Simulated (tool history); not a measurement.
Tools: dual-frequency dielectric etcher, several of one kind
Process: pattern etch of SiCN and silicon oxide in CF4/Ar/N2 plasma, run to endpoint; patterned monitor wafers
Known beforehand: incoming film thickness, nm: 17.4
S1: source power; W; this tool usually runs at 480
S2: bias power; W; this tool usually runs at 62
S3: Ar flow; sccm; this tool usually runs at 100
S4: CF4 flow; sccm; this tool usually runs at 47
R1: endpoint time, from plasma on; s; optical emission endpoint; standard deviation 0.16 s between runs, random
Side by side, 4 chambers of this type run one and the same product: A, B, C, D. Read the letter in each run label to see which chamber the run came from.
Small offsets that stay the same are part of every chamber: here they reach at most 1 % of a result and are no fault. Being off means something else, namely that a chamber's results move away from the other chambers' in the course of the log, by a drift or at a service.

| run | hour | S1 | S2 | S3 | S4 | R1 |
|---|---|---|---|---|---|---|
| 1A | 6.3 | 480 | 62 | 100 | 47 | 21.432 |
| 2D | 11.6 | 480 | 62 | 100 | 47 | 21.330 |
| 3B | 16.1 | 480 | 62 | 100 | 47 | 21.222 |
| 4C | 22.2 | 480 | 62 | 100 | 47 | 21.754 |
| 5A | 28.1 | 540 | 62 | 100 | 47 | 19.515 |
| 6B | 31.8 | 540 | 62 | 100 | 47 | 19.238 |
| 7C | 34.9 | 540 | 62 | 100 | 47 | 19.115 |
| 8D | 40.7 | 540 | 62 | 100 | 47 | 19.257 |
| 9C | 46.8 | 480 | 62 | 100 | 47 | 21.495 |
| 10A | 49.9 | 480 | 62 | 85 | 47 | 20.829 |
| 11D | 53.4 | 480 | 62 | 85 | 47 | 20.699 |
| 12B | 58.7 | 480 | 62 | 85 | 47 | 20.867 |
| 13C | 61.8 | 480 | 62 | 85 | 47 | 20.958 |
| 14D | 68.0 | 480 | 62 | 100 | 47 | 21.252 |
| 15A | 73.7 | 480 | 62 | 100 | 47 | 21.578 |
| 16B | 78.2 | 480 | 62 | 100 | 47 | 21.485 |
| 17A | 82.2 | 480 | 62 | 100 | 47 | 21.207 |
| 18D | 86.6 | 480 | 62 | 100 | 47 | 21.521 |
| 19C | 91.9 | 480 | 62 | 100 | 47 | 21.610 |
| 20B | 96.0 | 480 | 62 | 100 | 47 | 21.165 |
| 21C | 101.0 | 480 | 62 | 100 | 47 | 21.611 |
| 22A | 104.5 | 480 | 62 | 100 | 47 | 21.218 |
| 23D | 107.4 | 480 | 62 | 100 | 47 | 21.362 |
| 24B | 112.2 | 480 | 72 | 100 | 47 | 20.184 |
| 25C | 118.2 | 480 | 72 | 100 | 47 | 20.585 |
| 26A | 121.6 | 480 | 72 | 100 | 47 | 20.214 |
| 27B | 127.3 | 480 | 72 | 100 | 47 | 20.208 |
| 28D | 133.9 | 480 | 62 | 100 | 55 | 20.728 |
| 29D | 140.1 | 480 | 62 | 100 | 55 | 20.550 |
| 30C | 143.8 | 480 | 62 | 100 | 55 | 20.929 |
| 31A | 149.6 | 480 | 62 | 100 | 55 | 20.742 |
| 32B | 154.4 | 480 | 62 | 100 | 47 | 21.242 |
| 33D | 158.0 | 480 | 62 | 100 | 47 | 21.301 |
| 34C | 162.0 | 480 | 62 | 100 | 47 | 21.463 |
| 35A | 167.8 | 480 | 62 | 100 | 47 | 21.560 |
| 36B | 173.2 | 480 | 62 | 100 | 47 | 21.005 |
| 37C | 178.0 | 480 | 62 | 100 | 47 | 21.610 |
| 38A | 183.8 | 580 | 62 | 78 | 47 | 17.502 |

Which is it: a chamber that has drifted or been left off by a service, a gauge drift common to all chambers, or only each chamber's usual small offset? If a chamber is off, name it and its likeliest cause.

No chamber stands off beyond its own small offset, and the gauge holds steady.
